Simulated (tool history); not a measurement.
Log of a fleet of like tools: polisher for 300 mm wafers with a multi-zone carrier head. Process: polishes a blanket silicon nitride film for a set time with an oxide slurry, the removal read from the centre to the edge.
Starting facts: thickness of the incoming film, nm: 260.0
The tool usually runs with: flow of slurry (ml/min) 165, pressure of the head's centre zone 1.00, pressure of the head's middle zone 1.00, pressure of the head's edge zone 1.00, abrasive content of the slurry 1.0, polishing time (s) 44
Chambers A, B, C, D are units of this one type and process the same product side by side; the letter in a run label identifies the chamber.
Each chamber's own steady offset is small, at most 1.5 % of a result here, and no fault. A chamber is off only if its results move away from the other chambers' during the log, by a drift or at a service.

| run | hour | flow of slurry (ml/min) | pressure of the head's centre zone | pressure of the head's middle zone | pressure of the head's edge zone | abrasive content of the slurry | polishing time (s) | film removed at the wafer's centre (Å) | film removed at mid-radius (Å) | film removed at the wafer's edge (Å) |
|---|---|---|---|---|---|---|---|---|---|---|
|  | 6.9 | chamber C: worn pad replaced by a new one |
| 1A | 8.7 | 165 | 1.00 | 1.00 | 1.00 | 1.0 | 44 | 380.59 | 392.57 | 386.81 |
| 2B | 14.0 | 165 | 1.00 | 1.00 | 1.00 | 1.0 | 44 | 386.38 | 387.96 | 382.94 |
| 3D | 20.4 | 165 | 1.00 | 1.00 | 1.00 | 1.0 | 44 | 390.09 | 384.80 | 396.08 |
|  | 29.6 | chamber B: worn pad replaced by a new one |
| 4C | 31.9 | 165 | 1.00 | 1.00 | 1.00 | 1.0 | 44 | 391.53 | 385.30 | 387.50 |
| 5C | 40.2 | 165 | 1.00 | 1.00 | 1.00 | 1.0 | 44 | 387.37 | 388.72 | 386.65 |
|  | 40.5 | chamber A: worn pad replaced by a new one |
| 6D | 49.2 | 165 | 1.00 | 1.00 | 1.00 | 1.0 | 44 | 376.85 | 385.28 | 386.82 |
|  | 55.0 | chamber B: slurry nozzle cleaned |
| 7A | 58.5 | 165 | 1.00 | 1.00 | 1.00 | 1.0 | 44 | 384.82 | 392.42 | 386.85 |
| 8B | 68.5 | 165 | 1.00 | 1.00 | 1.00 | 1.0 | 44 | 387.22 | 385.02 | 390.85 |
| 9A | 76.6 | 165 | 1.00 | 1.00 | 1.00 | 1.0 | 44 | 387.22 | 380.13 | 395.61 |
| 10C | 86.6 | 165 | 1.00 | 1.00 | 1.00 | 1.0 | 44 | 378.50 | 390.39 | 393.82 |
| 11B | 92.8 | 165 | 1.00 | 1.00 | 1.00 | 1.0 | 44 | 387.52 | 387.68 | 383.02 |
|  | 102.6 | chamber C: worn pad replaced by a new one |
| 12D | 102.6 | 165 | 1.00 | 1.00 | 0.95 | 0.8 | 44 | 339.34 | 345.26 | 341.31 |
|  | 106.8 | chamber D: worn pad replaced by a new one |
| 13C | 107.6 | 165 | 1.00 | 1.00 | 0.95 | 0.8 | 44 | 353.28 | 346.49 | 330.78 |
|  | 112.5 | chamber B: worn pad replaced by a new one |
|  | 114.9 | chamber A: worn pad replaced by a new one |
| 14B | 117.1 | 165 | 1.00 | 1.00 | 0.95 | 0.8 | 44 | 362.01 | 342.62 | 342.08 |
| 15D | 127.6 | 165 | 1.00 | 1.00 | 0.95 | 0.8 | 44 | 350.98 | 346.38 | 338.43 |
| 16A | 136.3 | 165 | 1.00 | 1.00 | 1.00 | 1.0 | 44 | 383.05 | 388.04 | 395.72 |
| 17D | 141.6 | 165 | 1.00 | 1.00 | 1.00 | 1.0 | 44 | 380.67 | 384.69 | 397.07 |
| 18C | 147.4 | 165 | 1.00 | 1.00 | 1.00 | 1.0 | 44 | 384.61 | 389.89 | 392.16 |
| 19B | 158.1 | 165 | 1.00 | 1.00 | 1.00 | 1.0 | 44 | 381.33 | 387.40 | 383.06 |
| 20A | 165.2 | 165 | 1.00 | 1.00 | 1.00 | 1.0 | 44 | 372.95 | 386.12 | 390.67 |
| 21A | 173.2 | 165 | 1.00 | 1.00 | 1.00 | 1.0 | 44 | 383.03 | 386.03 | 391.94 |
|  | 178.6 | chamber A: centre zone pressure recalibrated |
|  | 181.5 | chamber A: worn pad replaced by a new one |
| 22B | 182.9 | 165 | 1.00 | 1.00 | 1.00 | 1.0 | 44 | 399.18 | 388.56 | 385.12 |
|  | 185.2 | chamber B: worn pad replaced by a new one |
| 23D | 190.3 | 165 | 1.00 | 1.00 | 1.00 | 1.0 | 44 | 385.76 | 386.15 | 394.44 |
|  | 196.1 | chamber C: centre zone pressure recalibrated |
| 24C | 196.3 | 165 | 1.00 | 1.00 | 1.00 | 1.0 | 44 | 381.12 | 380.09 | 386.27 |
|  | 205.8 | chamber C: worn pad replaced by a new one |
| 25B | 206.9 | 165 | 1.00 | 1.00 | 1.00 | 1.0 | 44 | 379.34 | 385.08 | 376.07 |
|  | 209.9 | chamber A: slurry nozzle cleaned |
| 26A | 215.6 | 165 | 1.00 | 1.00 | 1.00 | 1.0 | 44 | 378.40 | 388.65 | 381.39 |
| 27C | 222.0 | 165 | 1.00 | 0.93 | 1.00 | 1.0 | 49 | 422.80 | 399.94 | 419.94 |
| 28D | 231.2 | 165 | 1.00 | 0.93 | 1.00 | 1.0 | 49 | 426.10 | 399.19 | 436.08 |
| 29B | 241.0 | 165 | 1.00 | 0.93 | 1.00 | 1.0 | 49 | 444.64 | 407.29 | 435.62 |
| 30D | 250.9 | 165 | 1.00 | 0.93 | 1.00 | 1.0 | 49 | 429.94 | 405.43 | 428.42 |
|  | 252.6 | chamber A: worn pad replaced by a new one |
| 31C | 258.6 | 165 | 1.00 | 1.00 | 1.00 | 1.0 | 44 | 373.25 | 373.73 | 387.75 |
|  | 259.3 | chamber B: worn pad replaced by a new one |
| 32A | 264.7 | 165 | 1.00 | 1.00 | 1.00 | 1.0 | 44 | 380.65 | 385.12 | 383.15 |
|  | 270.2 | chamber D: worn pad replaced by a new one |
|  | 271.7 | chamber D: edge zone pressure recalibrated |
| 33D | 272.2 | 165 | 1.00 | 1.00 | 1.00 | 1.0 | 44 | 384.02 | 386.18 | 386.33 |
| 34A | 282.0 | 165 | 1.00 | 1.00 | 1.00 | 1.0 | 44 | 379.11 | 388.44 | 383.35 |
| 35B | 292.1 | 165 | 1.00 | 1.00 | 1.00 | 1.0 | 44 | 385.22 | 387.85 | 381.49 |
|  | 300.3 | chamber B: slurry nozzle cleaned |
| 36C | 301.3 | 165 | 1.00 | 1.00 | 1.00 | 1.0 | 44 | 363.43 | 368.88 | 376.49 |
|  | 306.0 | chamber C: worn pad replaced by a new one |
| 37B | 312.5 | 165 | 1.00 | 1.00 | 1.00 | 1.0 | 44 | 390.30 | 387.17 | 381.16 |
| 38D | 323.7 | 165 | 1.00 | 1.00 | 1.00 | 1.0 | 44 | 386.21 | 388.86 | 392.72 |
|  | 324.8 | chamber A: worn pad replaced by a new one |
| 39C | 330.8 | 165 | 1.00 | 1.00 | 1.00 | 1.0 | 44 | 369.11 | 369.21 | 378.32 |
| 40A | 342.2 | 165 | 1.05 | 1.00 | 1.09 | 1.0 | 44 | 396.91 | 386.48 | 405.63 |

Does one chamber stand apart from the rest, does the shared gauge drift, or is all well apart from small per-chamber offsets? Give the chamber and the most likely cause, where there is one.

Chamber C drifts away from the others.
Most likely cause: slurry flow missing at the pad, % = 28.4.

Chamber C could run next with any of the 4 candidate recipes listed below; each alters the usual settings, and their results appear as question marks. Which one brings its results back in line with what the other chambers deliver on the usual settings?
In line means no further than this from the other chambers' mean on the usual settings: film removed at the wafer's centre (Å) 19.00; film removed at mid-radius (Å) 11.00; film removed at the wafer's edge (Å) 19.00
| 41C-1 | 350.4 | 170 | 1.02 | 1.01 | 0.99 | 1.00 | 46 | ? | ? | ? |
| 41C-2 | 350.4 | 160 | 0.98 | 0.99 | 1.01 | 1.00 | 42 | ? | ? | ? |
| 41C-3 | 350.4 | 155 | 0.97 | 0.99 | 1.02 | 0.95 | 41 | ? | ? | ? |
| 41C-4 | 350.4 | 175 | 1.03 | 1.01 | 0.98 | 1.05 | 47 | ? | ? | ? |

Mean of the other chambers on the usual settings: film removed at the wafer's centre (Å) 385.22; film removed at mid-radius (Å) 386.57; film removed at the wafer's edge (Å) 386.60
| run | film removed at the wafer's centre (Å) | film removed at mid-radius (Å) | film removed at the wafer's edge (Å) |
|---|---|---|---|
| 41C-1 | 388.47 | 388.77 | 387.55 |
| 41C-2 | 333.62 | 343.66 | 354.04 |
| 41C-3 | 311.58 | 325.03 | 337.39 |
| 41C-4 | 413.26 | 408.72 | 404.53 |
It is 41C-1 that realigns the chamber with its peers.
